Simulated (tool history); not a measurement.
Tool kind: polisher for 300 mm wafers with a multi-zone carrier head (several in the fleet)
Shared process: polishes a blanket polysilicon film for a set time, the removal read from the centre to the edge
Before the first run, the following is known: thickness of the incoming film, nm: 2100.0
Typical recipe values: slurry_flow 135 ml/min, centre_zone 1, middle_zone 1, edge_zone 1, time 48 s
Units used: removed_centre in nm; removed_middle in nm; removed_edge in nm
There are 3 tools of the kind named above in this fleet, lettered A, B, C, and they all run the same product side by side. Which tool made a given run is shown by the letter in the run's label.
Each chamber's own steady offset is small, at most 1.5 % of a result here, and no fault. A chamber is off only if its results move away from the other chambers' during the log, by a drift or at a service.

run	hour	slurry_flow	centre_zone	middle_zone	edge_zone	time	removed_centre	removed_middle	removed_edge
# hour 4.8: chamber B: slurry nozzle cleaned
1C	12	135	1	1	1	48	241.87	245.08	238.95
2B	18.7	135	1	1	1	48	238.2	239.98	245.27
3A	28.7	135	1	1	1	48	239.16	242.23	244.28
# hour 33.4: chamber B: edge zone pressure recalibrated
4C	37.9	135	1	1	1	48	242.93	240.44	246.4
5B	46.4	135	1	1	1	48	240.51	235.07	240.16
# hour 54.3: chamber C: worn pad replaced by a new one
6A	55.3	135	1	1	1	42	211.65	208.95	212.32
7A	64.8	135	1	1	1	42	211.43	213.03	216.1
# hour 75.2: chamber A: worn pad replaced by a new one
8C	77.4	135	1	1	1	42	210.6	210.92	215.65
9B	88	135	1	1	1	48	230.85	231.56	237.14
10A	99	135	1	1	1	48	241	239.01	244.02
11C	106.4	180	1	1	1	48	259.81	255.74	252.34
12B	114.9	180	1	1	1	48	243.79	238.03	238.66
13C	125.4	180	1	1	1	48	255.38	253.38	248.42
14A	134.8	135	1	1	1	64	322.28	321.86	316.84
15B	146.3	135	1	1	1	64	300.71	301.56	305.31
# hour 148.5: chamber B: centre zone pressure recalibrated
16B	154.1	135	1	1	1	64	294.95	300.03	299.7
17A	160	135	1	1	1	48	242.17	241.14	247.08
# hour 160.3: chamber C: slurry nozzle cleaned
# hour 160.4: chamber C: worn pad replaced by a new one
18C	169.4	135	1	1	1	48	243.63	244.17	244.04
19A	182.2	135	1	1	1	48	243.29	241.37	239.13
20C	193.1	135	1	1	1	48	243.23	243	243.92

The same settings go to every chamber for the next run, one line per chamber below. Forecast the results for each:
21A	202.3	135	1	1	1	58	?	?	?
21B	202.3	135	1	1	1	58	?	?	?
21C	202.3	135	1	1	1	58	?	?	?

run	removed_centre	removed_middle	removed_edge
21A	297.08	287.11	291.9
21B	261.36	261.07	264.83
21C	289.41	293.62	297.93
